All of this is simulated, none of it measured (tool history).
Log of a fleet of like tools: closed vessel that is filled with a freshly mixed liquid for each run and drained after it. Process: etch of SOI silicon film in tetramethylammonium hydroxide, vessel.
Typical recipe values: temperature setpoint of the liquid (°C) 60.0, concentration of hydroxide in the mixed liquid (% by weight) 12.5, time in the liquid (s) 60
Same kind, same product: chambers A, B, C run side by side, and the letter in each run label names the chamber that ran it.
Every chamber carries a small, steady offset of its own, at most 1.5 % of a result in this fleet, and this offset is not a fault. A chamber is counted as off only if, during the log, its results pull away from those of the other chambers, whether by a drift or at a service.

run    day  temperature setpoint of the liquid (°C)  concentration of hydroxide in the mixed liquid (% by weight)  time in the liquid (s)  hours since the thermometer was replaced  hours since the hydroxide flow meter was replaced  read-back film thickness of the SOI silicon film reference wafer, read on the same gauge (nm)  thickness taken off the SOI silicon film on a monitor wafer (angstrom)
 1B  0.108                                     60.0                                                          12.5                      60                                    1802.4                                              691.2                                                                                         39.989                                                                  2131.0
 2A  0.196                                     60.0                                                          12.5                      60                                     216.2                                              870.6                                                                                         39.985                                                                  2180.9
 3C  0.342                                     60.0                                                          12.5                      60                                     707.0                                             1536.8                                                                                         40.033                                                                  2124.9
 4A  0.483                                     60.0                                                          12.5                      60                                     223.1                                              877.5                                                                                         40.002                                                                  2180.7
 5C  0.592                                     60.0                                                          12.5                      60                                     713.0                                             1542.8                                                                                         39.999                                                                  2127.9
 6B  0.712                                     60.0                                                          12.5                      60                                    1816.9                                              705.7                                                                                         40.003                                                                  2145.9
 7A  0.821                                     60.0                                                          12.5                      60                                     231.2                                              885.6                                                                                         40.008                                                                  2169.6
 8B  0.929                                     62.5                                                          12.5                      60                                    1822.1                                              710.9                                                                                         40.032                                                                  2454.7
 9C  1.046                                     62.5                                                          12.5                      60                                     723.9                                             1553.7                                                                                         39.978                                                                  2470.0
10C  1.142                                     62.5                                                          12.5                      60                                     726.2                                             1556.0                                                                                         39.964                                                                  2513.8
11B  1.258                                     60.0                                                          12.5                      60                                    1830.0                                              718.8                                                                                         39.989                                                                  2127.4
12A  1.404                                     60.0                                                          12.5                      60                                     245.2                                              899.6                                                                                         40.011                                                                  2151.7
13C  1.571                                     60.0                                                          12.5                      60                                     736.5                                             1566.3                                                                                         40.058                                                                  2150.0
14B  1.712                                     60.0                                                          12.5                      60                                    1840.9                                              729.7                                                                                         40.003                                                                  2130.0
15A  1.817                                     60.0                                                          12.5                      60                                     255.1                                              909.5                                                                                         39.973                                                                  2163.1
16B  1.933                                     60.0                                                          12.5                      60                                    1846.2                                              735.0                                                                                         40.040                                                                  2167.9
17C  2.117                                     60.0                                                          12.5                      60                                     749.6                                             1579.4                                                                                         40.002                                                                  2136.6
18A  2.283                                     60.0                                                          12.5                      60                                     266.3                                              920.7                                                                                         40.001                                                                  2159.0
19B  2.400                                     60.0                                                          12.5                      60                                    1857.4                                              746.2                                                                                         39.986                                                                  2225.0
20A  2.588                                     60.0                                                          12.5                      60                                     273.6                                              928.0                                                                                         40.004                                                                  2137.9
21C  2.771                                     60.0                                                          12.5                      60                                     765.3                                             1595.1                                                                                         40.035                                                                  2130.7
22C  2.862                                     60.0                                                          12.5                      60                                     767.5                                             1597.3                                                                                         39.982                                                                  2101.7
23A  3.004                                     60.0                                                          12.5                      60                                     283.6                                              938.0                                                                                         39.999                                                                  2167.9
24B  3.100                                     60.0                                                          12.5                      60                                    1874.2                                              763.0                                                                                         39.971                                                                  2216.1
25A  3.275                                     60.0                                                          12.5                      60                                     290.1                                              944.5                                                                                         40.009                                                                  2154.6
26C  3.388                                     60.0                                                          12.5                      60                                     780.1                                             1609.9                                                                                         39.971                                                                  2143.5
27B  3.542                                     60.0                                                          12.5                      60                                    1884.8                                              773.6                                                                                         39.988                                                                  2266.7
28C  3.700                                     60.0                                                          12.5                      60                                     787.6                                             1617.4                                                                                         40.019                                                                  2148.8

Is one chamber off against the others, does the gauge drift, or is nothing wrong? If a chamber is off, say which, and what the likeliest cause is.

Chamber B drifts away from the others.
What lies behind it: liquid hotter than its thermometer reads (K) = 1.09.

Chamber B could run next with any of the 4 candidate recipes listed below; each alters the usual settings, and their results appear as question marks. Which one brings its results back in line with what the other chambers deliver on the usual settings?
Allowed miss from the other chambers' usual-settings mean, per result, to count as in line: thickness taken off the SOI silicon film on a monitor wafer (angstrom) 71.0
29B-1  3.838                                     58.0                                                          12.5                      60                                                                                                                                                                                                                                                                   ?
29B-2  3.838                                     60.0                                                          14.5                      60                                                                                                                                                                                                                                                                   ?
29B-3  3.838                                     61.0                                                          12.5                      60                                                                                                                                                                                                                                                                   ?
29B-4  3.838                                     60.5                                                          12.5                      65                                                                                                                                                                                                                                                                   ?

Other chambers, usual settings, mean: thickness taken off the SOI silicon film on a monitor wafer (angstrom) 2144.5
  run  thickness taken off the SOI silicon film on a monitor wafer (angstrom)
29B-1                                                                  2012.9
29B-2                                                                  2120.3
29B-3                                                                  2419.8
29B-4                                                                  2543.5
The answer is 29B-2, which returns the chamber to within the allowed miss of the others.

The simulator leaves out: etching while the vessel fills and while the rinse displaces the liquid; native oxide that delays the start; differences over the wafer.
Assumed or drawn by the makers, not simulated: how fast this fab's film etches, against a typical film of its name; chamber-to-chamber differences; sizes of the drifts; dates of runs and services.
